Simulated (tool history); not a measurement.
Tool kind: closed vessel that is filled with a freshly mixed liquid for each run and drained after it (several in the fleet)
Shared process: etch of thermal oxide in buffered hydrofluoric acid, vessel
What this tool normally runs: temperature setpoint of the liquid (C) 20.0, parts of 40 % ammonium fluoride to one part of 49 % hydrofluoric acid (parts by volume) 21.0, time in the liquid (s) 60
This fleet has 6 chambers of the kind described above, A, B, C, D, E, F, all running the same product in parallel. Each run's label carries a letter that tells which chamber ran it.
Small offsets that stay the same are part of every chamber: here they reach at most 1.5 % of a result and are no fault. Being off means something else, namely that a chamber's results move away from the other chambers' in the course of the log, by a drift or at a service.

run,hour,temperature setpoint of the liquid (C),parts of 40 % ammonium fluoride to one part of 49 % hydrofluoric acid (parts by volume),time in the liquid (s),hours since the thermometer was replaced,hours since the hydrofluoric acid flow meter was replaced,"read-back film thickness of the thermal oxide reference wafer, read on the same gauge (nm)",thickness taken off the thermal oxide on a monitor wafer (Å)
1F,5.2,20.0,21.0,60,640.3,198.0,60.017,278.88
2E,10.3,20.0,21.0,60,262.9,1224.6,59.978,277.55
3B,13.9,20.0,21.0,60,382.3,1495.5,59.989,282.20
4D,19.5,20.0,21.0,60,400.6,422.2,60.020,281.16
5C,24.2,20.0,21.0,60,98.7,384.1,59.979,284.62
6A,29.7,23.0,25.5,60,910.3,420.8,59.983,286.72
7A,34.6,23.0,25.5,60,915.2,425.7,60.002,290.59
8C,38.7,23.0,25.5,60,113.2,398.6,59.981,294.49
9F,42.6,23.0,25.5,60,677.7,235.4,60.000,288.92
10E,45.1,23.0,25.5,60,297.7,1259.4,59.987,291.22
11D,49.9,23.0,25.5,60,431.0,452.6,59.988,289.02
# hour 54.5: chamber A: thermometer replaced
12B,54.8,20.0,21.0,60,423.2,1536.4,60.024,282.43
13A,58.3,17.0,21.0,60,3.9,449.4,59.981,236.88
14D,62.2,17.0,21.0,60,443.3,464.9,60.009,236.96
15C,66.5,17.0,21.0,60,141.0,426.4,60.019,243.53
16B,70.8,17.0,21.0,60,439.2,1552.4,60.014,236.86
17E,76.2,17.0,21.0,60,328.8,1290.5,60.033,236.05
18F,81.7,17.0,21.0,60,716.8,274.5,60.022,233.95
19A,86.9,20.0,21.0,60,32.5,478.0,59.996,280.24
20E,89.7,24.5,21.0,90,342.3,1304.0,59.966,532.38
21C,92.3,24.5,21.0,90,166.8,452.2,59.994,562.06
22B,96.6,24.5,21.0,90,465.0,1578.2,60.017,535.04
23D,101.8,24.5,21.0,90,482.9,504.5,60.014,541.48
24F,106.4,24.5,21.0,90,741.5,299.2,60.009,545.04
25A,109.8,24.5,21.0,90,55.4,500.9,60.003,543.99
26B,113.8,20.0,21.0,60,482.2,1595.4,59.988,280.60
27F,118.7,20.0,21.0,60,753.8,311.5,60.014,282.02
28D,121.3,20.0,21.0,60,502.4,524.0,60.000,283.35
29C,126.7,20.0,21.0,60,201.2,486.6,60.013,285.68
30E,130.0,20.0,21.0,60,382.6,1344.3,59.987,279.26
31A,133.1,20.0,16.5,70,78.7,524.2,59.999,407.54
32E,137.6,20.0,16.5,70,390.2,1351.9,59.983,407.54
33F,143.1,20.0,16.5,70,778.2,335.9,59.990,411.23
34C,147.7,20.0,16.5,70,222.2,507.6,59.999,419.38
35D,152.0,20.0,16.5,70,533.1,554.7,59.984,410.43
# hour 153.5: chamber D: hydrofluoric acid flow meter replaced
36B,156.0,20.0,16.5,70,524.4,1637.6,59.979,403.44
37F,158.5,20.0,21.0,60,793.6,351.3,60.008,281.11
38E,161.3,20.0,21.0,60,413.9,1375.6,60.004,284.69
39A,164.0,20.0,21.0,60,109.6,555.1,60.010,276.91
40B,166.9,20.0,21.0,60,535.3,1648.5,60.020,283.13
41C,170.0,20.0,21.0,60,244.5,529.9,59.989,287.02
42D,173.6,20.0,21.0,60,554.7,20.2,60.001,284.38
43F,176.1,20.0,21.0,60,811.2,368.9,59.997,279.72

Each of the 6 chambers runs these same settings next. Fill in every chamber's results:
44A,180.1,20.0,16.5,60,,,,?
44B,180.1,20.0,16.5,60,,,,?
44C,180.1,20.0,16.5,60,,,,?
44D,180.1,20.0,16.5,60,,,,?
44E,180.1,20.0,16.5,60,,,,?
44F,180.1,20.0,16.5,60,,,,?

run,thickness taken off the thermal oxide on a monitor wafer (Å)
44A,354.32
44B,347.11
44C,356.34
44D,348.42
44E,351.41
44F,355.93
